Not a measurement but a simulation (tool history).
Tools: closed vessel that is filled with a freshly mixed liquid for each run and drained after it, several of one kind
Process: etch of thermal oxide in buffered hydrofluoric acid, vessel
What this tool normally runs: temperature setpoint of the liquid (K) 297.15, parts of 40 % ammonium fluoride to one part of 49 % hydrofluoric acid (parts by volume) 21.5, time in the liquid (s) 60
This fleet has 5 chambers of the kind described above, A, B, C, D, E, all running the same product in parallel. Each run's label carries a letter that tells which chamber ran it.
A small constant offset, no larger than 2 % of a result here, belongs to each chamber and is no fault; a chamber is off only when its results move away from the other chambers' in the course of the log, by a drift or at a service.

run,hour,temperature setpoint of the liquid (K),parts of 40 % ammonium fluoride to one part of 49 % hydrofluoric acid (parts by volume),time in the liquid (s),hours since the thermometer was replaced,hours since the hydrofluoric acid flow meter was replaced,"read-back film thickness of the thermal oxide reference wafer, read on the same gauge (nm)",thickness taken off the thermal oxide on a monitor wafer (Å)
1C,9.2,297.15,21.5,60,825.5,1676.8,80.002,338.37
2A,15.7,297.15,21.5,60,454.6,278.7,80.000,334.18
3E,20.4,297.15,21.5,60,1398.7,321.0,80.009,343.40
4D,26.2,297.15,21.5,60,1226.5,469.7,80.015,340.05
5B,34.3,297.15,28.0,90,2222.9,182.1,79.996,426.78
6C,38.9,297.15,28.0,90,855.2,1706.5,80.006,427.97
7D,47.4,297.15,28.0,90,1247.7,490.9,80.009,424.29
8B,55.6,297.15,28.0,90,2244.2,203.4,79.995,421.87
9E,64.7,297.15,28.0,90,1443.0,365.3,80.011,428.82
10A,73.5,297.15,21.5,60,512.4,336.5,79.989,334.23
11E,79.4,297.15,21.5,60,1457.7,380.0,79.985,344.69
12C,86.6,297.15,21.5,60,902.9,1754.2,80.015,340.99
13A,91.1,297.15,21.5,60,530.0,354.1,79.993,333.20
14B,98.0,297.15,21.5,60,2286.6,245.8,79.991,338.41
15D,106.4,297.15,21.5,60,1306.7,549.9,79.994,335.98
16B,111.7,297.15,21.5,60,2300.3,259.5,79.983,338.41
# hour 116.0: chamber D: thermometer replaced
17D,118.2,297.15,21.5,60,2.2,561.7,79.987,344.72
18A,127.8,297.15,21.5,60,566.7,390.8,80.010,334.44
19C,132.9,297.15,21.5,60,949.2,1800.5,79.999,344.67
20E,141.3,297.15,21.5,60,1519.6,441.9,79.996,337.97
21B,145.7,299.15,30.0,60,2334.3,293.5,80.012,302.13
22C,150.1,299.15,30.0,60,966.4,1817.7,79.968,302.23
23D,155.9,299.15,30.0,60,39.9,599.4,80.006,305.51
24A,163.6,299.15,30.0,60,602.5,426.6,79.978,298.22
25E,169.1,299.15,30.0,60,1547.4,469.7,79.996,303.50
26E,174.0,297.15,21.5,60,1552.3,474.6,80.008,346.20
27C,183.0,297.15,21.5,60,999.3,1850.6,80.000,339.98
28B,191.9,297.15,21.5,60,2380.5,339.7,79.996,337.53
29D,198.1,297.15,21.5,60,82.1,641.6,79.984,350.01
30A,203.7,297.15,21.5,60,642.6,466.7,80.002,339.69
31C,210.7,297.15,21.5,60,1027.0,1878.3,80.011,343.88
# hour 212.2: chamber C: hydrofluoric acid flow meter replaced
32D,217.3,297.15,21.5,60,101.3,660.8,79.999,356.83
33B,223.6,297.15,21.5,60,2412.2,371.4,79.984,342.97
34E,228.1,294.15,21.5,40,1606.4,528.7,79.998,192.19
35A,235.7,294.15,21.5,40,674.6,498.7,79.991,191.28
36E,243.0,294.15,21.5,40,1621.3,543.6,80.019,192.07
37B,250.3,294.15,21.5,40,2438.9,398.1,80.001,193.90
38C,255.0,294.15,21.5,40,1071.3,42.8,79.991,189.90
39D,259.7,297.15,21.5,60,143.7,703.2,80.011,354.93
40A,266.8,297.15,21.5,60,705.7,529.8,80.001,335.31
41E,273.4,297.15,21.5,60,1651.7,574.0,80.005,344.22
42C,277.6,297.15,26.0,60,1093.9,65.4,80.006,296.66
43D,282.1,297.15,26.0,60,166.1,725.6,80.006,314.86
44A,287.7,297.15,26.0,60,726.6,550.7,79.992,293.55

For the next run the whole fleet of 5 chambers uses the same settings. Give each chamber's results:
45A,294.8,297.15,21.5,60,,,,?
45B,294.8,297.15,21.5,60,,,,?
45C,294.8,297.15,21.5,60,,,,?
45D,294.8,297.15,21.5,60,,,,?
45E,294.8,297.15,21.5,60,,,,?

run,thickness taken off the thermal oxide on a monitor wafer (Å)
45A,331.02
45B,337.58
45C,342.20
45D,365.40
45E,342.20
